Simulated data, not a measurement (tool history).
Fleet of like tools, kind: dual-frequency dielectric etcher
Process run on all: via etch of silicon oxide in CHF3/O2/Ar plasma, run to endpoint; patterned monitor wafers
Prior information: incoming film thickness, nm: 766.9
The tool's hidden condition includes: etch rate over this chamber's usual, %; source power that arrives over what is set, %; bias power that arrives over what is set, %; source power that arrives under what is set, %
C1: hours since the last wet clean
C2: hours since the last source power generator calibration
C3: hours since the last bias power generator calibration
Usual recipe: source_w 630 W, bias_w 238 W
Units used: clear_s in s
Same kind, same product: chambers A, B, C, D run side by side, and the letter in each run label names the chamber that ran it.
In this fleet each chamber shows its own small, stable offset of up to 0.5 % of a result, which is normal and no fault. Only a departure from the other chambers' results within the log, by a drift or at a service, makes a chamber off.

run 1A hour=7.6 | source_w=630 bias_w=238 | C1=110.3 C2=2979.3 C3=3053.4 | clear_s=346.80
run 2B hour=13.1 | source_w=630 bias_w=238 | C1=304.5 C2=766.9 C3=3372.3 | clear_s=348.05
run 3C hour=17.2 | source_w=630 bias_w=238 | C1=252.4 C2=4345.2 C3=483.8 | clear_s=343.26
run 4D hour=22.0 | source_w=630 bias_w=238 | C1=386.1 C2=2769.7 C3=765.7 | clear_s=344.56
run 5C hour=26.1 | source_w=630 bias_w=238 | C1=261.3 C2=4354.1 C3=492.7 | clear_s=343.69
run 6B hour=31.3 | source_w=630 bias_w=238 | C1=322.7 C2=785.1 C3=3390.5 | clear_s=346.90
run 7A hour=35.5 | source_w=630 bias_w=238 | C1=138.2 C2=3007.2 C3=3081.3 | clear_s=348.09
run 8D hour=39.3 | source_w=630 bias_w=238 | C1=403.4 C2=2787.0 C3=783.0 | clear_s=344.89
run 9B hour=45.1 | source_w=630 bias_w=238 | C1=336.5 C2=798.9 C3=3404.3 | clear_s=344.48
run 10A hour=48.9 | source_w=630 bias_w=238 | C1=151.6 C2=3020.6 C3=3094.7 | clear_s=343.00
run 11D hour=55.6 | source_w=630 bias_w=238 | C1=419.7 C2=2803.3 C3=799.3 | clear_s=347.00
run 12C hour=61.8 | source_w=630 bias_w=238 | C1=297.0 C2=4389.8 C3=528.4 | clear_s=345.64
-- hour=66.0 chamber A: source power generator calibrated
run 13B hour=69.5 | source_w=630 bias_w=238 | C1=360.9 C2=823.3 C3=3428.7 | clear_s=345.00
run 14D hour=75.2 | source_w=630 bias_w=238 | C1=439.3 C2=2822.9 C3=818.9 | clear_s=345.96
run 15C hour=81.3 | source_w=630 bias_w=238 | C1=316.5 C2=4409.3 C3=547.9 | clear_s=347.92
run 16A hour=86.6 | source_w=630 bias_w=238 | C1=189.3 C2=20.6 C3=3132.4 | clear_s=338.49
run 17B hour=94.3 | source_w=630 bias_w=238 | C1=385.7 C2=848.1 C3=3453.5 | clear_s=347.87
-- hour=99.5 chamber B: wet clean of the chamber
run 18C hour=102.0 | source_w=630 bias_w=238 | C1=337.2 C2=4430.0 C3=568.6 | clear_s=344.33
run 19D hour=106.6 | source_w=630 bias_w=271 | C1=470.7 C2=2854.3 C3=850.3 | clear_s=330.07
run 20A hour=111.2 | source_w=630 bias_w=271 | C1=213.9 C2=45.2 C3=3157.0 | clear_s=318.05
run 21B hour=116.2 | source_w=630 bias_w=271 | C1=16.8 C2=870.0 C3=3475.4 | clear_s=334.19
run 22A hour=121.3 | source_w=630 bias_w=271 | C1=224.0 C2=55.3 C3=3167.1 | clear_s=316.39
run 23C hour=128.4 | source_w=630 bias_w=238 | C1=363.6 C2=4456.4 C3=595.0 | clear_s=344.43
run 24D hour=135.5 | source_w=630 bias_w=238 | C1=499.6 C2=2883.2 C3=879.2 | clear_s=346.73
run 25A hour=140.6 | source_w=630 bias_w=238 | C1=243.3 C2=74.6 C3=3186.4 | clear_s=330.72
run 26C hour=143.9 | source_w=630 bias_w=238 | C1=379.1 C2=4471.9 C3=610.5 | clear_s=345.98

All chambers now run identical settings, listed one chamber a line with results as question marks. What results will each chamber show?
run 27A hour=149.5 | source_w=630 bias_w=267 | clear_s=?
run 27B hour=149.5 | source_w=630 bias_w=267 | clear_s=?
run 27C hour=149.5 | source_w=630 bias_w=267 | clear_s=?
run 27D hour=149.5 | source_w=630 bias_w=267 | clear_s=?

run=27A clear_s=316.25
run=27B clear_s=333.61
run=27C clear_s=329.59
run=27D clear_s=329.64

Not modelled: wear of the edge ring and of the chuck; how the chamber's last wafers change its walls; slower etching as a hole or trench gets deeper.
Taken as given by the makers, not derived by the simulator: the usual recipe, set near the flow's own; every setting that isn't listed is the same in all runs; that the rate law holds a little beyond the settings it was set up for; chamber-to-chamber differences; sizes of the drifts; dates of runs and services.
